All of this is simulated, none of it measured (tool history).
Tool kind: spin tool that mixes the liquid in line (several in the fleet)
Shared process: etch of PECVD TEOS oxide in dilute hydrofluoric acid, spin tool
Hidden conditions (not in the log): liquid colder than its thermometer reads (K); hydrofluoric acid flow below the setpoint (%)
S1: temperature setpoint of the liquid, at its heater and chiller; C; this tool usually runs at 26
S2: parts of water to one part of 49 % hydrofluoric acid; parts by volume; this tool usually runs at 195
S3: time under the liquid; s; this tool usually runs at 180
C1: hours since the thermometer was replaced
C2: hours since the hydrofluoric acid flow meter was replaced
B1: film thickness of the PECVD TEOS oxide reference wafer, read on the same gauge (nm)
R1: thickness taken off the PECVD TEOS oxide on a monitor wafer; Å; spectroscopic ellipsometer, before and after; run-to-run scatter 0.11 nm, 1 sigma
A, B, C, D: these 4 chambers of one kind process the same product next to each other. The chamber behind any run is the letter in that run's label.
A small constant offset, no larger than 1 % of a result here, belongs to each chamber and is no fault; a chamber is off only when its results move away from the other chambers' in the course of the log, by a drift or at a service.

Run 1C, hour 11.5: usual settings; C1 1815.4; C2 2020.7; B1 120. Result: R1 199.48 Å.
Run 2D, hour 19.6: usual settings; C1 320.6; C2 192.4; B1 120. Result: R1 198.88 Å.
Run 3A, hour 27.6: usual settings; C1 2140.5; C2 872.4; B1 119.99. Result: R1 198.91 Å.
Run 4B, hour 40.6: usual settings; C1 1873.7; C2 1213.6; B1 119.99. Result: R1 201 Å.
Run 5D, hour 50.6: usual settings but S2 280 parts by volume; C1 351.6; C2 223.4; B1 120.02. Result: R1 125.88 Å.
At hour 56.4: chamber A: thermometer replaced.
Run 6A, hour 57.9: usual settings but S2 280 parts by volume; C1 1.5; C2 902.7; B1 120.02. Result: R1 126.11 Å.
At hour 66.7: chamber A: hydrofluoric acid flow meter replaced.
Run 7B, hour 67.4: usual settings but S2 280 parts by volume; C1 1900.5; C2 1240.4; B1 120. Result: R1 128.07 Å.
Run 8C, hour 74.3: usual settings but S2 280 parts by volume; C1 1878.2; C2 2083.5; B1 119.99. Result: R1 126.21 Å.
Run 9A, hour 85: usual settings but S1 21.5 C, S3 250 s; C1 28.6; C2 18.3; B1 120.01. Result: R1 233.54 Å.
Run 10D, hour 92.2: usual settings but S1 21.5 C, S3 250 s; C1 393.2; C2 265; B1 120.02. Result: R1 229.63 Å.
Run 11C, hour 102.7: usual settings but S1 21.5 C, S3 250 s; C1 1906.6; C2 2111.9; B1 119.98. Result: R1 232.23 Å.
Run 12B, hour 108.7: usual settings but S1 21.5 C, S3 250 s; C1 1941.8; C2 1281.7; B1 120.01. Result: R1 233.96 Å.
Run 13C, hour 115.6: usual settings but S3 240 s; C1 1919.5; C2 2124.8; B1 120.01. Result: R1 263.94 Å.
Run 14B, hour 127.7: usual settings but S3 240 s; C1 1960.8; C2 1300.7; B1 120.01. Result: R1 262.71 Å.
Run 15D, hour 134.4: usual settings but S3 240 s; C1 435.4; C2 307.2; B1 120.01. Result: R1 255.51 Å.
Run 16A, hour 140.3: usual settings but S3 240 s; C1 83.9; C2 73.6; B1 120. Result: R1 265.51 Å.
At hour 141: chamber C: thermometer replaced.
Run 17D, hour 153.2: usual settings; C1 454.2; C2 326; B1 120. Result: R1 192.8 Å.
Run 18A, hour 165.7: usual settings but S3 140 s; C1 109.3; C2 99; B1 119.99. Result: R1 155.34 Å.
Run 19B, hour 177.9: usual settings but S3 140 s; C1 2011; C2 1350.9; B1 119.99. Result: R1 153.78 Å.
Run 20C, hour 189.4: usual settings but S3 140 s; C1 48.5; C2 2198.6; B1 120. Result: R1 154.72 Å.
Run 21A, hour 199.1: usual settings but S3 140 s; C1 142.7; C2 132.4; B1 120.01. Result: R1 154.51 Å.
Run 22B, hour 207: usual settings; C1 2040.1; C2 1380; B1 119.99. Result: R1 198.81 Å.
Run 23D, hour 216.1: usual settings; C1 517.1; C2 388.9; B1 120. Result: R1 188.89 Å.
Run 24C, hour 227: usual settings but S1 23 C, S3 260 s; C1 86.1; C2 2236.2; B1 120.01. Result: R1 257.79 Å.
Run 25D, hour 238.6: usual settings but S1 23 C, S3 260 s; C1 539.6; C2 411.4; B1 119.97. Result: R1 243.7 Å.

Which is it: a chamber that has drifted or been left off by a service, a gauge drift common to all chambers, or only each chamber's usual small offset? If a chamber is off, name it and its likeliest cause.

Little by little, chamber D moves away from the other chambers.
What lies behind it: liquid colder than its thermometer reads (K) = 1.45.
The log may not tell that from: hydrofluoric acid flow below the setpoint (%).

Here are 4 candidates for chamber D's next run, each the usual settings with a change, their results left as question marks. Which one brings its results back in line with what the others give on the usual settings?
In line here means within this much of the mean the other chambers give on the usual settings: R1 3.7 Å
Run 26D-1, hour 248: usual settings but S1 29 C. Result: R1 ?.
Run 26D-2, hour 248: usual settings but S2 190 parts by volume, S3 185 s. Result: R1 ?.
Run 26D-3, hour 248: usual settings but S2 205 parts by volume. Result: R1 ?.
Run 26D-4, hour 248: usual settings but S1 25.5 C, S2 210 parts by volume. Result: R1 ?.

The other chambers' mean on the usual settings: R1 199.67 Å
  run      R1
26D-1  209.72
26D-2  199.57
26D-3  177.28
26D-4  169.13
It is 26D-2 that realigns the chamber with its peers.
